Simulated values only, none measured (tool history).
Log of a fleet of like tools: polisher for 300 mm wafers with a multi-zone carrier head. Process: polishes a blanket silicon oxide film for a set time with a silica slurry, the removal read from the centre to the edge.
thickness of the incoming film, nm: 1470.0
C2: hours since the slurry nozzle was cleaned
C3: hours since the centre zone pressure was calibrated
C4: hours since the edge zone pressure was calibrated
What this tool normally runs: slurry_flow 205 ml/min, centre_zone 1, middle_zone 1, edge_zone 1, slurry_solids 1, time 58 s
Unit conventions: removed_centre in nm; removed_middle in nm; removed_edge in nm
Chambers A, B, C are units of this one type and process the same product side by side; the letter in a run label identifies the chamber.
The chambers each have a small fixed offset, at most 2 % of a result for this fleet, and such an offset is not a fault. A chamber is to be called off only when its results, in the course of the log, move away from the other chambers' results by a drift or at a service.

{"run": "1B", "hour": 5.3, "slurry_flow": 205, "centre_zone": 1, "middle_zone": 1, "edge_zone": 1, "slurry_solids": 1, "time": 58, "wafers polished on this pad": 444, "C2": 84.2, "C3": 252.9, "C4": 13.5, "removed_centre": 185.4, "removed_middle": 184.29, "removed_edge": 182.84}
{"run": "2C", "hour": 11.0, "slurry_flow": 205, "centre_zone": 1, "middle_zone": 1, "edge_zone": 1, "slurry_solids": 1, "time": 58, "wafers polished on this pad": 493, "C2": 540, "C3": 744.4, "C4": 808.9, "removed_centre": 181.86, "removed_middle": 184.14, "removed_edge": 181.58}
{"run": "3A", "hour": 18.2, "slurry_flow": 205, "centre_zone": 1, "middle_zone": 1, "edge_zone": 1, "slurry_solids": 1, "time": 58, "wafers polished on this pad": 188, "C2": 173.1, "C3": 223.7, "C4": 221.7, "removed_centre": 187.15, "removed_middle": 183.16, "removed_edge": 185.9}
{"run": "4A", "hour": 25.1, "slurry_flow": 205, "centre_zone": 1, "middle_zone": 1, "edge_zone": 1, "slurry_solids": 1, "time": 58, "wafers polished on this pad": 227, "C2": 180, "C3": 230.6, "C4": 228.6, "removed_centre": 184.51, "removed_middle": 183.46, "removed_edge": 186.54}
{"hour": 27.4, "done": "chamber C: slurry nozzle cleaned"}
{"run": "5B", "hour": 30.5, "slurry_flow": 205, "centre_zone": 1, "middle_zone": 1, "edge_zone": 1, "slurry_solids": 1, "time": 58, "wafers polished on this pad": 588, "C2": 109.4, "C3": 278.1, "C4": 38.7, "removed_centre": 185.98, "removed_middle": 185.15, "removed_edge": 180.01}
{"hour": 32.8, "done": "chamber C: worn pad replaced by a new one"}
{"run": "6C", "hour": 36.1, "slurry_flow": 205, "centre_zone": 1, "middle_zone": 1, "edge_zone": 1, "slurry_solids": 1, "time": 58, "wafers polished on this pad": 19, "C2": 8.8, "C3": 769.5, "C4": 834, "removed_centre": 183.7, "removed_middle": 183.99, "removed_edge": 178.53}
{"run": "7B", "hour": 40.4, "slurry_flow": 205, "centre_zone": 1, "middle_zone": 1, "edge_zone": 1, "slurry_solids": 1, "time": 58, "wafers polished on this pad": 644, "C2": 119.3, "C3": 288, "C4": 48.6, "removed_centre": 185.6, "removed_middle": 182.8, "removed_edge": 181.53}
{"run": "8C", "hour": 47.3, "slurry_flow": 205, "centre_zone": 1, "middle_zone": 1, "edge_zone": 1, "slurry_solids": 1, "time": 58, "wafers polished on this pad": 83, "C2": 20, "C3": 780.7, "C4": 845.2, "removed_centre": 183.18, "removed_middle": 185.93, "removed_edge": 182.83}
{"run": "9A", "hour": 56.3, "slurry_flow": 205, "centre_zone": 1, "middle_zone": 1, "edge_zone": 1, "slurry_solids": 1, "time": 58, "wafers polished on this pad": 406, "C2": 211.2, "C3": 261.8, "C4": 259.8, "removed_centre": 187.7, "removed_middle": 183.51, "removed_edge": 187.41}
{"run": "10A", "hour": 65.3, "slurry_flow": 205, "centre_zone": 1, "middle_zone": 1, "edge_zone": 1, "slurry_solids": 1, "time": 58, "wafers polished on this pad": 457, "C2": 220.2, "C3": 270.8, "C4": 268.8, "removed_centre": 188.65, "removed_middle": 184.61, "removed_edge": 185.68}
{"run": "11B", "hour": 73.1, "slurry_flow": 205, "centre_zone": 1, "middle_zone": 1, "edge_zone": 1, "slurry_solids": 1, "time": 58, "wafers polished on this pad": 831, "C2": 152, "C3": 320.7, "C4": 81.3, "removed_centre": 183.33, "removed_middle": 185.5, "removed_edge": 185.43}
{"run": "12C", "hour": 80.5, "slurry_flow": 205, "centre_zone": 1, "middle_zone": 1, "edge_zone": 1, "slurry_solids": 1, "time": 58, "wafers polished on this pad": 273, "C2": 53.2, "C3": 813.9, "C4": 878.4, "removed_centre": 179.32, "removed_middle": 185.67, "removed_edge": 182.31}
{"hour": 88.5, "done": "chamber A: slurry nozzle cleaned"}
{"run": "13A", "hour": 88.8, "slurry_flow": 205, "centre_zone": 1, "middle_zone": 1, "edge_zone": 1, "slurry_solids": 1, "time": 58, "wafers polished on this pad": 591, "C2": 0.4, "C3": 294.3, "C4": 292.3, "removed_centre": 188.26, "removed_middle": 187.37, "removed_edge": 189.12}
{"run": "14B", "hour": 96.8, "slurry_flow": 205, "centre_zone": 1, "middle_zone": 1, "edge_zone": 1, "slurry_solids": 1, "time": 58, "wafers polished on this pad": 966, "C2": 175.7, "C3": 344.4, "C4": 105, "removed_centre": 182.46, "removed_middle": 187.44, "removed_edge": 184.53}
{"run": "15C", "hour": 101.1, "slurry_flow": 205, "centre_zone": 1, "middle_zone": 1, "edge_zone": 1, "slurry_solids": 1, "time": 58, "wafers polished on this pad": 390, "C2": 73.8, "C3": 834.5, "C4": 899, "removed_centre": 183.25, "removed_middle": 183.67, "removed_edge": 184.15}
{"run": "16C", "hour": 108.4, "slurry_flow": 205, "centre_zone": 1.06, "middle_zone": 1.06, "edge_zone": 1, "slurry_solids": 1, "time": 58, "wafers polished on this pad": 432, "C2": 81.1, "C3": 841.8, "C4": 906.3, "removed_centre": 192.53, "removed_middle": 195.64, "removed_edge": 179.1}
{"run": "17A", "hour": 115.9, "slurry_flow": 205, "centre_zone": 1.06, "middle_zone": 1.06, "edge_zone": 1, "slurry_solids": 1, "time": 58, "wafers polished on this pad": 746, "C2": 27.5, "C3": 321.4, "C4": 319.4, "removed_centre": 202.77, "removed_middle": 195.07, "removed_edge": 190.34}
{"hour": 119.2, "done": "chamber A: centre zone pressure recalibrated"}
{"run": "18B", "hour": 124.2, "slurry_flow": 205, "centre_zone": 1.06, "middle_zone": 1.06, "edge_zone": 1, "slurry_solids": 1, "time": 58, "wafers polished on this pad": 1123, "C2": 203.1, "C3": 371.8, "C4": 132.4, "removed_centre": 199.97, "removed_middle": 196.92, "removed_edge": 182.54}
{"run": "19B", "hour": 129.8, "slurry_flow": 205, "centre_zone": 0.9, "middle_zone": 1, "edge_zone": 1, "slurry_solids": 1, "time": 58, "wafers polished on this pad": 1155, "C2": 208.7, "C3": 377.4, "C4": 138, "removed_centre": 165.71, "removed_middle": 186.95, "removed_edge": 184.07}
{"hour": 135.9, "done": "chamber A: worn pad replaced by a new one"}
{"run": "20C", "hour": 137.2, "slurry_flow": 205, "centre_zone": 0.9, "middle_zone": 1, "edge_zone": 1, "slurry_solids": 1, "time": 58, "wafers polished on this pad": 597, "C2": 109.9, "C3": 870.6, "C4": 935.1, "removed_centre": 162.11, "removed_middle": 184.27, "removed_edge": 184.65}
{"run": "21A", "hour": 142.1, "slurry_flow": 205, "centre_zone": 0.9, "middle_zone": 1, "edge_zone": 1, "slurry_solids": 1, "time": 58, "wafers polished on this pad": 35, "C2": 53.7, "C3": 23, "C4": 345.6, "removed_centre": 165.96, "removed_middle": 185.29, "removed_edge": 188.08}
{"hour": 145.8, "done": "chamber C: worn pad replaced by a new one"}
{"run": "22B", "hour": 151.6, "slurry_flow": 205, "centre_zone": 1, "middle_zone": 1, "edge_zone": 1, "slurry_solids": 1, "time": 58, "wafers polished on this pad": 1280, "C2": 230.5, "C3": 399.2, "C4": 159.8, "removed_centre": 184.27, "removed_middle": 184.7, "removed_edge": 181.85}
{"run": "23C", "hour": 156.3, "slurry_flow": 205, "centre_zone": 1, "middle_zone": 1, "edge_zone": 1, "slurry_solids": 1, "time": 58, "wafers polished on this pad": 60, "C2": 129, "C3": 889.7, "C4": 954.2, "removed_centre": 182.79, "removed_middle": 183.28, "removed_edge": 181.28}
{"run": "24A", "hour": 165.5, "slurry_flow": 205, "centre_zone": 1, "middle_zone": 1, "edge_zone": 1, "slurry_solids": 1.2, "time": 58, "wafers polished on this pad": 169, "C2": 77.1, "C3": 46.4, "C4": 369, "removed_centre": 203.73, "removed_middle": 200.48, "removed_edge": 206.36}
{"hour": 165.7, "done": "chamber B: worn pad replaced by a new one"}
{"run": "25A", "hour": 170.2, "slurry_flow": 205, "centre_zone": 1, "middle_zone": 1, "edge_zone": 1, "slurry_solids": 1.2, "time": 58, "wafers polished on this pad": 196, "C2": 81.8, "C3": 51.1, "C4": 373.7, "removed_centre": 202.18, "removed_middle": 201.05, "removed_edge": 205.57}
{"hour": 175.2, "done": "chamber C: centre zone pressure recalibrated"}
{"run": "26B", "hour": 178.9, "slurry_flow": 205, "centre_zone": 1, "middle_zone": 1, "edge_zone": 1, "slurry_solids": 1.2, "time": 58, "wafers polished on this pad": 75, "C2": 257.8, "C3": 426.5, "C4": 187.1, "removed_centre": 203.36, "removed_middle": 202.53, "removed_edge": 202.36}
{"run": "27C", "hour": 186.7, "slurry_flow": 205, "centre_zone": 1, "middle_zone": 1, "edge_zone": 1, "slurry_solids": 1, "time": 58, "wafers polished on this pad": 233, "C2": 159.4, "C3": 11.5, "C4": 984.6, "removed_centre": 202.56, "removed_middle": 184.5, "removed_edge": 184.31}
{"run": "28C", "hour": 192.3, "slurry_flow": 205, "centre_zone": 1, "middle_zone": 1, "edge_zone": 1, "slurry_solids": 1, "time": 58, "wafers polished on this pad": 265, "C2": 165, "C3": 17.1, "C4": 990.2, "removed_centre": 201.98, "removed_middle": 184.18, "removed_edge": 182.47}
{"run": "29B", "hour": 201.0, "slurry_flow": 205, "centre_zone": 1, "middle_zone": 1, "edge_zone": 1, "slurry_solids": 1, "time": 58, "wafers polished on this pad": 201, "C2": 279.9, "C3": 448.6, "C4": 209.2, "removed_centre": 184.57, "removed_middle": 186.79, "removed_edge": 181.49}
{"run": "30A", "hour": 210.6, "slurry_flow": 205, "centre_zone": 1, "middle_zone": 1, "edge_zone": 1, "slurry_solids": 1, "time": 58, "wafers polished on this pad": 427, "C2": 122.2, "C3": 91.5, "C4": 414.1, "removed_centre": 189, "removed_middle": 184.95, "removed_edge": 184.8}
{"run": "31A", "hour": 217.2, "slurry_flow": 205, "centre_zone": 1, "middle_zone": 1, "edge_zone": 1, "slurry_solids": 1, "time": 58, "wafers polished on this pad": 464, "C2": 128.8, "C3": 98.1, "C4": 420.7, "removed_centre": 187.8, "removed_middle": 184.59, "removed_edge": 183.38}
{"run": "32C", "hour": 225.1, "slurry_flow": 205, "centre_zone": 1, "middle_zone": 1, "edge_zone": 1, "slurry_solids": 1, "time": 58, "wafers polished on this pad": 453, "C2": 197.8, "C3": 49.9, "C4": 1023, "removed_centre": 200.02, "removed_middle": 183.73, "removed_edge": 184.68}
{"run": "33B", "hour": 233.0, "slurry_flow": 205, "centre_zone": 1, "middle_zone": 1, "edge_zone": 1, "slurry_solids": 1, "time": 58, "wafers polished on this pad": 384, "C2": 311.9, "C3": 480.6, "C4": 241.2, "removed_centre": 185.01, "removed_middle": 187.32, "removed_edge": 181.45}
{"run": "34C", "hour": 240.7, "slurry_flow": 205, "centre_zone": 1, "middle_zone": 1, "edge_zone": 1, "slurry_solids": 1, "time": 58, "wafers polished on this pad": 542, "C2": 213.4, "C3": 65.5, "C4": 1038.6, "removed_centre": 202.32, "removed_middle": 183.9, "removed_edge": 182.58}
{"hour": 245.8, "done": "chamber C: worn pad replaced by a new one"}
{"run": "35A", "hour": 246.3, "slurry_flow": 205, "centre_zone": 1, "middle_zone": 1, "edge_zone": 1, "slurry_solids": 1, "time": 58, "wafers polished on this pad": 631, "C2": 157.9, "C3": 127.2, "C4": 449.8, "removed_centre": 190.02, "removed_middle": 184.88, "removed_edge": 187.3}
{"run": "36B", "hour": 252.4, "slurry_flow": 205, "centre_zone": 1, "middle_zone": 1, "edge_zone": 1, "slurry_solids": 1, "time": 58, "wafers polished on this pad": 495, "C2": 331.3, "C3": 500, "C4": 260.6, "removed_centre": 185.83, "removed_middle": 184.56, "removed_edge": 184.05}
{"hour": 259.3, "done": "chamber A: worn pad replaced by a new one"}
{"run": "37C", "hour": 261.3, "slurry_flow": 205, "centre_zone": 1, "middle_zone": 1, "edge_zone": 1, "slurry_solids": 1, "time": 58, "wafers polished on this pad": 89, "C2": 234, "C3": 86.1, "C4": 1059.2, "removed_centre": 200.5, "removed_middle": 183.55, "removed_edge": 185.15}
{"run": "38B", "hour": 268.2, "slurry_flow": 205, "centre_zone": 1, "middle_zone": 1, "edge_zone": 1, "slurry_solids": 1, "time": 58, "wafers polished on this pad": 585, "C2": 347.1, "C3": 515.8, "C4": 276.4, "removed_centre": 186.11, "removed_middle": 185.45, "removed_edge": 185.19}
{"run": "39A", "hour": 272.4, "slurry_flow": 205, "centre_zone": 1, "middle_zone": 1, "edge_zone": 1, "slurry_solids": 1, "time": 58, "wafers polished on this pad": 75, "C2": 184, "C3": 153.3, "C4": 475.9, "removed_centre": 184.36, "removed_middle": 186.5, "removed_edge": 183.05}
{"run": "40C", "hour": 278.0, "slurry_flow": 205, "centre_zone": 1, "middle_zone": 1, "edge_zone": 1, "slurry_solids": 1, "time": 58, "wafers polished on this pad": 184, "C2": 250.7, "C3": 102.8, "C4": 1075.9, "removed_centre": 200.35, "removed_middle": 181.69, "removed_edge": 185.28}
{"run": "41B", "hour": 282.4, "slurry_flow": 205, "centre_zone": 1, "middle_zone": 1, "edge_zone": 1, "slurry_solids": 1, "time": 58, "wafers polished on this pad": 667, "C2": 361.3, "C3": 530, "C4": 290.6, "removed_centre": 185.67, "removed_middle": 183.59, "removed_edge": 185.39}
{"run": "42A", "hour": 287.5, "slurry_flow": 205, "centre_zone": 1, "middle_zone": 1, "edge_zone": 1, "slurry_solids": 1, "time": 58, "wafers polished on this pad": 161, "C2": 199.1, "C3": 168.4, "C4": 491, "removed_centre": 186.61, "removed_middle": 186.32, "removed_edge": 182.45}

All chambers now run identical settings, listed one chamber a line with results as question marks. What results will each chamber show?
{"run": "43A", "hour": 294.4, "slurry_flow": 205, "centre_zone": 1, "middle_zone": 1, "edge_zone": 1, "slurry_solids": 1, "time": 58, "removed_centre": "?", "removed_middle": "?", "removed_edge": "?"}
{"run": "43B", "hour": 294.4, "slurry_flow": 205, "centre_zone": 1, "middle_zone": 1, "edge_zone": 1, "slurry_solids": 1, "time": 58, "removed_centre": "?", "removed_middle": "?", "removed_edge": "?"}
{"run": "43C", "hour": 294.4, "slurry_flow": 205, "centre_zone": 1, "middle_zone": 1, "edge_zone": 1, "slurry_solids": 1, "time": 58, "removed_centre": "?", "removed_middle": "?", "removed_edge": "?"}

run=43A removed_centre=189.3 removed_middle=182.07 removed_edge=187.35
run=43B removed_centre=182.93 removed_middle=185.98 removed_edge=186.45
run=43C removed_centre=202.15 removed_middle=181.61 removed_edge=180.31
